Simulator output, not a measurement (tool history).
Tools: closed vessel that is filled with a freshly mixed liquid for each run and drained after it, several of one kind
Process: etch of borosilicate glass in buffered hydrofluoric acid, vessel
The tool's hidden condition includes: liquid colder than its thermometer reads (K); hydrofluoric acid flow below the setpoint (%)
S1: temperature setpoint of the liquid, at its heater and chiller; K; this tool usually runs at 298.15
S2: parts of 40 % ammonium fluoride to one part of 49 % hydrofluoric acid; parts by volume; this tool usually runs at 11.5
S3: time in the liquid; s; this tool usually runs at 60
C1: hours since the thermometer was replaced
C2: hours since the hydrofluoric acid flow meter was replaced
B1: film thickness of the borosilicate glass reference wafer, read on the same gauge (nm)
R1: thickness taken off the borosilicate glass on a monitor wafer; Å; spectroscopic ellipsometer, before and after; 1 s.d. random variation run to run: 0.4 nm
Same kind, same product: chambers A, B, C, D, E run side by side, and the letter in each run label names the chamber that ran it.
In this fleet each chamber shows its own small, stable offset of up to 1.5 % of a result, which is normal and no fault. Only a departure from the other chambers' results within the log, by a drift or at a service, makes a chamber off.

Run 1A, hour 2.2: usual settings; C1 983.5; C2 1704.1; B1 49.999. Result: R1 692.5 Å.
Run 2E, hour 5.9: usual settings; C1 1303.1; C2 913.3; B1 50.035. Result: R1 690.22 Å.
Run 3B, hour 9.9: usual settings; C1 1123; C2 377.5; B1 49.982. Result: R1 678.23 Å.
Run 4C, hour 12.7: usual settings; C1 1603.1; C2 487.3; B1 50.003. Result: R1 683.25 Å.
Run 5D, hour 16.2: usual settings; C1 1290.7; C2 555.9; B1 50.027. Result: R1 684.32 Å.
Run 6B, hour 19.2: usual settings; C1 1132.3; C2 386.8; B1 50.022. Result: R1 683.66 Å.
At hour 22.8: chamber C: thermometer replaced.
Run 7C, hour 22.9: usual settings but S1 299.65 K, S3 90 s; C1 0.2; C2 497.5; B1 49.999. Result: R1 1099 Å.
Run 8A, hour 26.9: usual settings but S1 299.65 K, S3 90 s; C1 1008.2; C2 1728.8; B1 49.978. Result: R1 1133.8 Å.
Run 9E, hour 30: usual settings but S1 299.65 K, S3 90 s; C1 1327.2; C2 937.4; B1 49.987. Result: R1 1121.1 Å.
Run 10D, hour 33.8: usual settings but S1 299.65 K, S3 90 s; C1 1308.3; C2 573.5; B1 49.995. Result: R1 1110.9 Å.
Run 11E, hour 37: usual settings but S1 299.65 K, S3 90 s; C1 1334.2; C2 944.4; B1 49.988. Result: R1 1127.1 Å.
Run 12B, hour 39.5: usual settings; C1 1152.6; C2 407.1; B1 50.015. Result: R1 687.24 Å.
Run 13A, hour 43.3: usual settings; C1 1024.6; C2 1745.2; B1 50.009. Result: R1 695.22 Å.
Run 14C, hour 45.4: usual settings; C1 22.7; C2 520; B1 49.984. Result: R1 675.36 Å.
Run 15D, hour 48.5: usual settings; C1 1323; C2 588.2; B1 50.011. Result: R1 683.87 Å.
Run 16B, hour 50.6: usual settings; C1 1163.7; C2 418.2; B1 49.998. Result: R1 685.28 Å.
Run 17E, hour 54.7: usual settings; C1 1351.9; C2 962.1; B1 49.985. Result: R1 683.55 Å.
Run 18D, hour 57.6: usual settings; C1 1332.1; C2 597.3; B1 50.013. Result: R1 688.33 Å.
Run 19C, hour 61.3: usual settings; C1 38.6; C2 535.9; B1 49.997. Result: R1 681.04 Å.
Run 20A, hour 63.9: usual settings; C1 1045.2; C2 1765.8; B1 49.991. Result: R1 702.93 Å.
Run 21B, hour 67.6: usual settings; C1 1180.7; C2 435.2; B1 49.981. Result: R1 689.72 Å.
Run 22A, hour 70.6: usual settings; C1 1051.9; C2 1772.5; B1 49.999. Result: R1 692.61 Å.
Run 23D, hour 74.2: usual settings; C1 1348.7; C2 613.9; B1 49.985. Result: R1 688.96 Å.
Run 24C, hour 76.2: usual settings; C1 53.5; C2 550.8; B1 49.998. Result: R1 681.45 Å.
Run 25E, hour 80.2: usual settings; C1 1377.4; C2 987.6; B1 50.002. Result: R1 679.7 Å.
Run 26C, hour 82.6: usual settings; C1 59.9; C2 557.2; B1 50.007. Result: R1 674.14 Å.
Run 27B, hour 85.3: usual settings; C1 1198.4; C2 452.9; B1 49.97. Result: R1 688.15 Å.
Run 28A, hour 87.3: usual settings; C1 1068.6; C2 1789.2; B1 49.98. Result: R1 700.33 Å.
Run 29E, hour 91.2: usual settings; C1 1388.4; C2 998.6; B1 49.982. Result: R1 686.41 Å.
Run 30D, hour 93.4: usual settings but S3 50 s; C1 1367.9; C2 633.1; B1 49.979. Result: R1 577.94 Å.
Run 31E, hour 97.4: usual settings but S3 50 s; C1 1394.6; C2 1004.8; B1 49.984. Result: R1 573.46 Å.
Run 32A, hour 100.1: usual settings but S3 50 s; C1 1081.4; C2 1802; B1 49.995. Result: R1 578.94 Å.
Run 33B, hour 103.6: usual settings but S3 50 s; C1 1216.7; C2 471.2; B1 50.005. Result: R1 570.37 Å.
Run 34D, hour 107.8: usual settings but S3 50 s; C1 1382.3; C2 647.5; B1 50.011. Result: R1 573.04 Å.
Run 35C, hour 112.2: usual settings but S1 302.65 K, S3 80 s; C1 89.5; C2 586.8; B1 49.983. Result: R1 1149.7 Å.
Run 36C, hour 114.7: usual settings but S1 302.65 K, S3 80 s; C1 92; C2 589.3; B1 49.991. Result: R1 1146.7 Å.

The same settings go to every chamber for the next run, one line per chamber below. Forecast the results for each:
Run 37A, hour 117.8: usual settings but S2 15.5 parts by volume. Result: R1 ?.
Run 37B, hour 117.8: usual settings but S2 15.5 parts by volume. Result: R1 ?.
Run 37C, hour 117.8: usual settings but S2 15.5 parts by volume. Result: R1 ?.
Run 37D, hour 117.8: usual settings but S2 15.5 parts by volume. Result: R1 ?.
Run 37E, hour 117.8: usual settings but S2 15.5 parts by volume. Result: R1 ?.

run      R1
37A  522.22
37B  507.49
37C  502.24
37D  513.24
37E  503.28
